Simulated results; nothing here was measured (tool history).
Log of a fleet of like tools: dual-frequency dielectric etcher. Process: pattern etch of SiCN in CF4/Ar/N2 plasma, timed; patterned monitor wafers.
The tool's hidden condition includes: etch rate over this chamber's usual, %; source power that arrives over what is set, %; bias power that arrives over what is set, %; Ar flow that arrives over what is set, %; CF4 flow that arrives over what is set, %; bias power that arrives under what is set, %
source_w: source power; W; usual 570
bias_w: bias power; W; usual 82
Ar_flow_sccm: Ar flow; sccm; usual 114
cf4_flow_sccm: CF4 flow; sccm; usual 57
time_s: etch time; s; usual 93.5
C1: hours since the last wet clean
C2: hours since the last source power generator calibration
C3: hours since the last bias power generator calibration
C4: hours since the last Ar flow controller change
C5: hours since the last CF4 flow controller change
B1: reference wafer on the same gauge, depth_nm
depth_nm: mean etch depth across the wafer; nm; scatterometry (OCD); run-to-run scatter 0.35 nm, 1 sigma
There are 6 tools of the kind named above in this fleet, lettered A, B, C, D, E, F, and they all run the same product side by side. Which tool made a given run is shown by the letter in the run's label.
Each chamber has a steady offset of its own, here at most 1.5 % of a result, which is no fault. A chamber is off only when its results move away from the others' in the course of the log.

run 1C hour=6.1 | source_w=570 bias_w=82 Ar_flow_sccm=114 cf4_flow_sccm=57 time_s=93.5 | C1=512 C2=1703.2 C3=72.7 C4=1427 C5=414.2 | B1=108.66 | depth_nm=98.9
-- hour=8.3 chamber C: wet clean of the chamber
run 2D hour=11.4 | source_w=570 bias_w=82 Ar_flow_sccm=114 cf4_flow_sccm=57 time_s=93.5 | C1=347.9 C2=3232.6 C3=488.8 C4=2234.8 C5=212 | B1=108.67 | depth_nm=97.987
run 3F hour=14.6 | source_w=570 bias_w=82 Ar_flow_sccm=114 cf4_flow_sccm=57 time_s=93.5 | C1=90.1 C2=271.2 C3=1829.6 C4=1827.1 C5=725.4 | B1=108.45 | depth_nm=99.367
-- hour=16.7 chamber A: bias power generator calibrated
run 4B hour=18.3 | source_w=570 bias_w=82 Ar_flow_sccm=114 cf4_flow_sccm=57 time_s=93.5 | C1=339.7 C2=3097.4 C3=1390 C4=4833.1 C5=3128.1 | B1=108.55 | depth_nm=99.402
run 5E hour=23.6 | source_w=570 bias_w=82 Ar_flow_sccm=114 cf4_flow_sccm=57 time_s=93.5 | C1=49.6 C2=1487.5 C3=2661.8 C4=2335.5 C5=1284.5 | B1=108.62 | depth_nm=98.33
-- hour=26.6 chamber B: source power generator calibrated
run 6A hour=27.8 | source_w=570 bias_w=82 Ar_flow_sccm=114 cf4_flow_sccm=57 time_s=93.5 | C1=239.8 C2=2194.8 C3=11.1 C4=845.6 C5=1732 | B1=108.59 | depth_nm=98.567
run 7A hour=32.5 | source_w=570 bias_w=82 Ar_flow_sccm=114 cf4_flow_sccm=57 time_s=93.5 | C1=244.5 C2=2199.5 C3=15.8 C4=850.3 C5=1736.7 | B1=108.48 | depth_nm=98.072
run 8D hour=37.3 | source_w=570 bias_w=82 Ar_flow_sccm=141 cf4_flow_sccm=57 time_s=84.5 | C1=373.8 C2=3258.5 C3=514.7 C4=2260.7 C5=237.9 | B1=108.6 | depth_nm=86.016
run 9C hour=40.9 | source_w=570 bias_w=82 Ar_flow_sccm=141 cf4_flow_sccm=57 time_s=84.5 | C1=32.7 C2=1738 C3=107.5 C4=1461.8 C5=449 | B1=108.54 | depth_nm=86.205
run 10E hour=46.7 | source_w=570 bias_w=82 Ar_flow_sccm=141 cf4_flow_sccm=57 time_s=84.5 | C1=72.7 C2=1510.6 C3=2684.9 C4=2358.6 C5=1307.6 | B1=108.6 | depth_nm=86.296
run 11B hour=49.7 | source_w=570 bias_w=82 Ar_flow_sccm=141 cf4_flow_sccm=57 time_s=84.5 | C1=371.1 C2=23.2 C3=1421.4 C4=4864.5 C5=3159.5 | B1=108.62 | depth_nm=86.108
run 12F hour=55.8 | source_w=570 bias_w=82 Ar_flow_sccm=141 cf4_flow_sccm=57 time_s=84.5 | C1=131.3 C2=312.4 C3=1870.8 C4=1868.3 C5=766.6 | B1=108.62 | depth_nm=87.414
run 13B hour=60.1 | source_w=570 bias_w=82 Ar_flow_sccm=141 cf4_flow_sccm=57 time_s=84.5 | C1=381.5 C2=33.6 C3=1431.8 C4=4874.9 C5=3169.9 | B1=108.57 | depth_nm=86.618
run 14F hour=63.9 | source_w=570 bias_w=82 Ar_flow_sccm=114 cf4_flow_sccm=57 time_s=93.5 | C1=139.4 C2=320.5 C3=1878.9 C4=1876.4 C5=774.7 | B1=108.57 | depth_nm=99.421
run 15E hour=68.1 | source_w=570 bias_w=82 Ar_flow_sccm=104 cf4_flow_sccm=57 time_s=93.5 | C1=94.1 C2=1532 C3=2706.3 C4=2380 C5=1329 | B1=108.55 | depth_nm=99.668
run 16D hour=71.8 | source_w=570 bias_w=82 Ar_flow_sccm=104 cf4_flow_sccm=57 time_s=93.5 | C1=408.3 C2=3293 C3=549.2 C4=2295.2 C5=272.4 | B1=108.61 | depth_nm=99.856
run 17A hour=77.2 | source_w=570 bias_w=82 Ar_flow_sccm=104 cf4_flow_sccm=57 time_s=93.5 | C1=289.2 C2=2244.2 C3=60.5 C4=895 C5=1781.4 | B1=108.51 | depth_nm=100.29
run 18C hour=82.9 | source_w=570 bias_w=82 Ar_flow_sccm=104 cf4_flow_sccm=57 time_s=93.5 | C1=74.7 C2=1780 C3=149.5 C4=1503.8 C5=491 | B1=108.63 | depth_nm=100.67
run 19B hour=86.7 | source_w=570 bias_w=82 Ar_flow_sccm=104 cf4_flow_sccm=57 time_s=93.5 | C1=408.1 C2=60.2 C3=1458.4 C4=4901.5 C5=3196.5 | B1=108.54 | depth_nm=100.55
run 20C hour=91.3 | source_w=570 bias_w=82 Ar_flow_sccm=104 cf4_flow_sccm=57 time_s=93.5 | C1=83.1 C2=1788.4 C3=157.9 C4=1512.2 C5=499.4 | B1=108.55 | depth_nm=100.33
run 21A hour=95.6 | source_w=570 bias_w=82 Ar_flow_sccm=96 cf4_flow_sccm=57 time_s=69 | C1=307.6 C2=2262.6 C3=78.9 C4=913.4 C5=1799.8 | B1=108.57 | depth_nm=74.775
run 22D hour=101.2 | source_w=570 bias_w=82 Ar_flow_sccm=96 cf4_flow_sccm=57 time_s=69 | C1=437.7 C2=3322.4 C3=578.6 C4=2324.6 C5=301.8 | B1=108.5 | depth_nm=74.94
run 23F hour=106.4 | source_w=570 bias_w=82 Ar_flow_sccm=96 cf4_flow_sccm=57 time_s=69 | C1=181.9 C2=363 C3=1921.4 C4=1918.9 C5=817.2 | B1=108.59 | depth_nm=75.672
run 24E hour=112.1 | source_w=570 bias_w=82 Ar_flow_sccm=96 cf4_flow_sccm=57 time_s=69 | C1=138.1 C2=1576 C3=2750.3 C4=2424 C5=1373 | B1=108.61 | depth_nm=74.936
run 25D hour=117.4 | source_w=570 bias_w=82 Ar_flow_sccm=96 cf4_flow_sccm=57 time_s=69 | C1=453.9 C2=3338.6 C3=594.8 C4=2340.8 C5=318 | B1=108.66 | depth_nm=75.206
run 26F hour=121.4 | source_w=570 bias_w=82 Ar_flow_sccm=96 cf4_flow_sccm=57 time_s=69 | C1=196.9 C2=378 C3=1936.4 C4=1933.9 C5=832.2 | B1=108.54 | depth_nm=75.037
run 27A hour=126.7 | source_w=570 bias_w=82 Ar_flow_sccm=131 cf4_flow_sccm=57 time_s=93.5 | C1=338.7 C2=2293.7 C3=110 C4=944.5 C5=1830.9 | B1=108.64 | depth_nm=96.846
run 28E hour=133 | source_w=570 bias_w=82 Ar_flow_sccm=131 cf4_flow_sccm=57 time_s=93.5 | C1=159 C2=1596.9 C3=2771.2 C4=2444.9 C5=1393.9 | B1=108.63 | depth_nm=96.657
run 29B hour=139.5 | source_w=570 bias_w=82 Ar_flow_sccm=131 cf4_flow_sccm=57 time_s=93.5 | C1=460.9 C2=113 C3=1511.2 C4=4954.3 C5=3249.3 | B1=108.63 | depth_nm=97.197
run 30C hour=143.9 | source_w=570 bias_w=82 Ar_flow_sccm=131 cf4_flow_sccm=57 time_s=93.5 | C1=135.7 C2=1841 C3=210.5 C4=1564.8 C5=552 | B1=108.56 | depth_nm=96.191
run 31F hour=147.9 | source_w=570 bias_w=82 Ar_flow_sccm=131 cf4_flow_sccm=57 time_s=93.5 | C1=223.4 C2=404.5 C3=1962.9 C4=1960.4 C5=858.7 | B1=108.56 | depth_nm=97.325
run 32E hour=151.4 | source_w=570 bias_w=82 Ar_flow_sccm=131 cf4_flow_sccm=57 time_s=93.5 | C1=177.4 C2=1615.3 C3=2789.6 C4=2463.3 C5=1412.3 | B1=108.61 | depth_nm=96.977
run 33C hour=155.2 | source_w=570 bias_w=82 Ar_flow_sccm=114 cf4_flow_sccm=57 time_s=93.5 | C1=147 C2=1852.3 C3=221.8 C4=1576.1 C5=563.3 | B1=108.56 | depth_nm=98.901
run 34B hour=159.5 | source_w=570 bias_w=82 Ar_flow_sccm=114 cf4_flow_sccm=57 time_s=93.5 | C1=480.9 C2=133 C3=1531.2 C4=4974.3 C5=3269.3 | B1=108.65 | depth_nm=99.279
run 35A hour=165.3 | source_w=570 bias_w=82 Ar_flow_sccm=114 cf4_flow_sccm=57 time_s=93.5 | C1=377.3 C2=2332.3 C3=148.6 C4=983.1 C5=1869.5 | B1=108.51 | depth_nm=98.441
run 36D hour=171 | source_w=570 bias_w=82 Ar_flow_sccm=114 cf4_flow_sccm=57 time_s=93.5 | C1=507.5 C2=3392.2 C3=648.4 C4=2394.4 C5=371.6 | B1=108.55 | depth_nm=100.43
run 37C hour=174.2 | source_w=570 bias_w=82 Ar_flow_sccm=114 cf4_flow_sccm=57 time_s=93.5 | C1=166 C2=1871.3 C3=240.8 C4=1595.1 C5=582.3 | B1=108.69 | depth_nm=98.143
run 38F hour=180.1 | source_w=570 bias_w=82 Ar_flow_sccm=114 cf4_flow_sccm=57 time_s=93.5 | C1=255.6 C2=436.7 C3=1995.1 C4=1992.6 C5=890.9 | B1=108.55 | depth_nm=100.06

Predict what each chamber gives when all 6 of them run the settings below next.
run 39A hour=184.7 | source_w=570 bias_w=82 Ar_flow_sccm=125 cf4_flow_sccm=57 time_s=93.5 | depth_nm=?
run 39B hour=184.7 | source_w=570 bias_w=82 Ar_flow_sccm=125 cf4_flow_sccm=57 time_s=93.5 | depth_nm=?
run 39C hour=184.7 | source_w=570 bias_w=82 Ar_flow_sccm=125 cf4_flow_sccm=57 time_s=93.5 | depth_nm=?
run 39D hour=184.7 | source_w=570 bias_w=82 Ar_flow_sccm=125 cf4_flow_sccm=57 time_s=93.5 | depth_nm=?
run 39E hour=184.7 | source_w=570 bias_w=82 Ar_flow_sccm=125 cf4_flow_sccm=57 time_s=93.5 | depth_nm=?
run 39F hour=184.7 | source_w=570 bias_w=82 Ar_flow_sccm=125 cf4_flow_sccm=57 time_s=93.5 | depth_nm=?

run=39A depth_nm=97.423
run=39B depth_nm=97.927
run=39C depth_nm=97.375
run=39D depth_nm=99.159
run=39E depth_nm=96.921
run=39F depth_nm=98.474
